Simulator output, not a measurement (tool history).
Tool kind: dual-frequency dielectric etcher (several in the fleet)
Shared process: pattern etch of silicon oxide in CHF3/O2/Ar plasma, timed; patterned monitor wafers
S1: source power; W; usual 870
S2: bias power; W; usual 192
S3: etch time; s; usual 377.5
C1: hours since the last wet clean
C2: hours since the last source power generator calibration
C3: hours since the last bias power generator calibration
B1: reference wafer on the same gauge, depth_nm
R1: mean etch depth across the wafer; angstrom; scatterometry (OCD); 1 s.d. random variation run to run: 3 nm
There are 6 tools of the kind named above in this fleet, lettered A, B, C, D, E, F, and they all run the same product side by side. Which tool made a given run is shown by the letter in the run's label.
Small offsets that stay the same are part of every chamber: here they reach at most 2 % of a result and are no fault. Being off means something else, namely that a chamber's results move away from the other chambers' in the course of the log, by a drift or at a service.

run 1B hour=5.5 | S1=870 S2=192 S3=377.5 | C1=360.0 C2=239.7 C3=1514.0 | B1=1053.8 | R1=8752.0
run 2E hour=8.4 | S1=870 S2=192 S3=377.5 | C1=403.3 C2=2417.8 C3=1410.9 | B1=1053.5 | R1=8881.1
run 3D hour=12.7 | S1=870 S2=192 S3=377.5 | C1=374.4 C2=1808.4 C3=2338.0 | B1=1053.1 | R1=8919.8
run 4A hour=15.6 | S1=870 S2=192 S3=377.5 | C1=269.8 C2=2488.1 C3=704.0 | B1=1054.2 | R1=8764.5
run 5C hour=19.9 | S1=870 S2=192 S3=377.5 | C1=260.0 C2=886.8 C3=548.4 | B1=1054.4 | R1=8822.7
run 6F hour=23.6 | S1=870 S2=192 S3=377.5 | C1=30.7 C2=372.8 C3=602.3 | B1=1053.8 | R1=8769.6
run 7D hour=27.1 | S1=870 S2=192 S3=377.5 | C1=388.8 C2=1822.8 C3=2352.4 | B1=1053.1 | R1=8904.0
run 8F hour=32.5 | S1=870 S2=217 S3=448.0 | C1=39.6 C2=381.7 C3=611.2 | B1=1054.5 | R1=10883.0
run 9C hour=36.8 | S1=870 S2=217 S3=448.0 | C1=276.9 C2=903.7 C3=565.3 | B1=1054.0 | R1=10852.0
run 10A hour=39.5 | S1=870 S2=217 S3=448.0 | C1=293.7 C2=2512.0 C3=727.9 | B1=1053.9 | R1=10876.0
run 11B hour=44.2 | S1=870 S2=217 S3=448.0 | C1=398.7 C2=278.4 C3=1552.7 | B1=1054.6 | R1=10923.0
-- hour=47.0 chamber B: wet clean of the chamber
run 12E hour=48.0 | S1=870 S2=217 S3=448.0 | C1=442.9 C2=2457.4 C3=1450.5 | B1=1054.2 | R1=11041.0
run 13A hour=51.9 | S1=870 S2=217 S3=448.0 | C1=306.1 C2=2524.4 C3=740.3 | B1=1053.4 | R1=10949.0
run 14D hour=57.0 | S1=870 S2=192 S3=377.5 | C1=418.7 C2=1852.7 C3=2382.3 | B1=1054.6 | R1=8975.2
run 15B hour=59.6 | S1=870 S2=192 S3=377.5 | C1=12.6 C2=293.8 C3=1568.1 | B1=1054.3 | R1=8763.9
run 16E hour=64.8 | S1=870 S2=216 S3=420.0 | C1=459.7 C2=2474.2 C3=1467.3 | B1=1054.5 | R1=10306.0
-- hour=68.7 chamber A: wet clean of the chamber
run 17F hour=70.2 | S1=870 S2=216 S3=420.0 | C1=77.3 C2=419.4 C3=648.9 | B1=1054.1 | R1=10171.0
run 18C hour=76.0 | S1=870 S2=216 S3=420.0 | C1=316.1 C2=942.9 C3=604.5 | B1=1054.5 | R1=10131.0
run 19E hour=79.7 | S1=870 S2=216 S3=420.0 | C1=474.6 C2=2489.1 C3=1482.2 | B1=1053.8 | R1=10208.0
run 20C hour=84.8 | S1=870 S2=216 S3=420.0 | C1=324.9 C2=951.7 C3=613.3 | B1=1054.2 | R1=10198.0
run 21B hour=90.0 | S1=870 S2=216 S3=420.0 | C1=43.0 C2=324.2 C3=1598.5 | B1=1054.6 | R1=10148.0
-- hour=91.9 chamber A: source power generator calibrated
run 22F hour=94.1 | S1=870 S2=192 S3=377.5 | C1=101.2 C2=443.3 C3=672.8 | B1=1053.4 | R1=8817.3
run 23D hour=98.7 | S1=870 S2=192 S3=377.5 | C1=460.4 C2=1894.4 C3=2424.0 | B1=1053.5 | R1=8953.6
run 24A hour=103.4 | S1=870 S2=192 S3=377.5 | C1=34.8 C2=11.6 C3=791.8 | B1=1053.6 | R1=8857.0
-- hour=104.7 chamber D: wet clean of the chamber
run 25A hour=107.4 | S1=870 S2=192 S3=377.5 | C1=38.8 C2=15.6 C3=795.8 | B1=1054.0 | R1=8785.7
-- hour=110.2 chamber D: bias power generator calibrated
run 26D hour=111.7 | S1=870 S2=192 S3=377.5 | C1=7.1 C2=1907.4 C3=1.5 | B1=1054.0 | R1=9077.4
run 27B hour=116.7 | S1=870 S2=192 S3=377.5 | C1=69.7 C2=350.9 C3=1625.2 | B1=1054.2 | R1=8801.4
run 28F hour=122.4 | S1=870 S2=192 S3=377.5 | C1=129.5 C2=471.6 C3=701.1 | B1=1054.8 | R1=8789.7
run 29C hour=126.1 | S1=870 S2=192 S3=377.5 | C1=366.2 C2=993.0 C3=654.6 | B1=1054.7 | R1=8840.5
run 30E hour=129.3 | S1=870 S2=192 S3=319.0 | C1=524.2 C2=2538.7 C3=1531.8 | B1=1054.6 | R1=7514.1
run 31C hour=134.6 | S1=870 S2=192 S3=319.0 | C1=374.7 C2=1001.5 C3=663.1 | B1=1054.7 | R1=7465.0
run 32D hour=139.4 | S1=870 S2=192 S3=319.0 | C1=34.8 C2=1935.1 C3=29.2 | B1=1053.9 | R1=7688.6
run 33E hour=142.4 | S1=870 S2=192 S3=319.0 | C1=537.3 C2=2551.8 C3=1544.9 | B1=1053.7 | R1=7506.7
run 34A hour=145.4 | S1=870 S2=192 S3=319.0 | C1=76.8 C2=53.6 C3=833.8 | B1=1054.5 | R1=7494.3
run 35B hour=149.6 | S1=870 S2=192 S3=319.0 | C1=102.6 C2=383.8 C3=1658.1 | B1=1054.2 | R1=7473.8
run 36F hour=153.7 | S1=870 S2=192 S3=308.5 | C1=160.8 C2=502.9 C3=732.4 | B1=1054.5 | R1=7197.1
run 37D hour=157.8 | S1=870 S2=192 S3=308.5 | C1=53.2 C2=1953.5 C3=47.6 | B1=1053.9 | R1=7443.5
run 38E hour=163.3 | S1=870 S2=192 S3=308.5 | C1=558.2 C2=2572.7 C3=1565.8 | B1=1053.6 | R1=7264.6
run 39F hour=168.4 | S1=870 S2=192 S3=308.5 | C1=175.5 C2=517.6 C3=747.1 | B1=1054.0 | R1=7185.9
run 40A hour=171.9 | S1=870 S2=192 S3=308.5 | C1=103.3 C2=80.1 C3=860.3 | B1=1053.7 | R1=7187.5
run 41B hour=176.8 | S1=870 S2=192 S3=308.5 | C1=129.8 C2=411.0 C3=1685.3 | B1=1052.5 | R1=7171.8
run 42C hour=180.3 | S1=870 S2=192 S3=377.5 | C1=420.4 C2=1047.2 C3=708.8 | B1=1053.4 | R1=8799.4
run 43E hour=185.2 | S1=870 S2=192 S3=377.5 | C1=580.1 C2=2594.6 C3=1587.7 | B1=1054.7 | R1=8903.1

Is one chamber out of step, is the gauge drifting, or do the chambers differ by no more than their own small offsets? For an off chamber, give its letter and the likeliest cause.

After it was serviced, chamber D no longer matches the other chambers.
Likeliest cause: etch rate over this chamber's usual, % = 1.86.
The log may not separate it from: bias power that arrives over what is set, %.

Which of the 4 candidates below, each the usual settings with something changed and its results left as question marks, puts chamber D back in line with what the other chambers give on the usual settings?
In line means no further than this from the other chambers' mean on the usual settings: R1 110.0 angstrom
run 44D-1 hour=189.5 | S1=870 S2=197 S3=377.5 | R1=?
run 44D-2 hour=189.5 | S1=800 S2=192 S3=377.5 | R1=?
run 44D-3 hour=189.5 | S1=850 S2=192 S3=377.5 | R1=?
run 44D-4 hour=189.5 | S1=880 S2=193 S3=387.5 | R1=?

On the usual settings, the other chambers give on average: R1 8821.7 angstrom
run=44D-1 R1=9168.9
run=44D-2 R1=8805.4
run=44D-3 R1=9010.8
run=44D-4 R1=9388.6
44D-2 is the one that brings the chamber's results back in line with the other chambers.
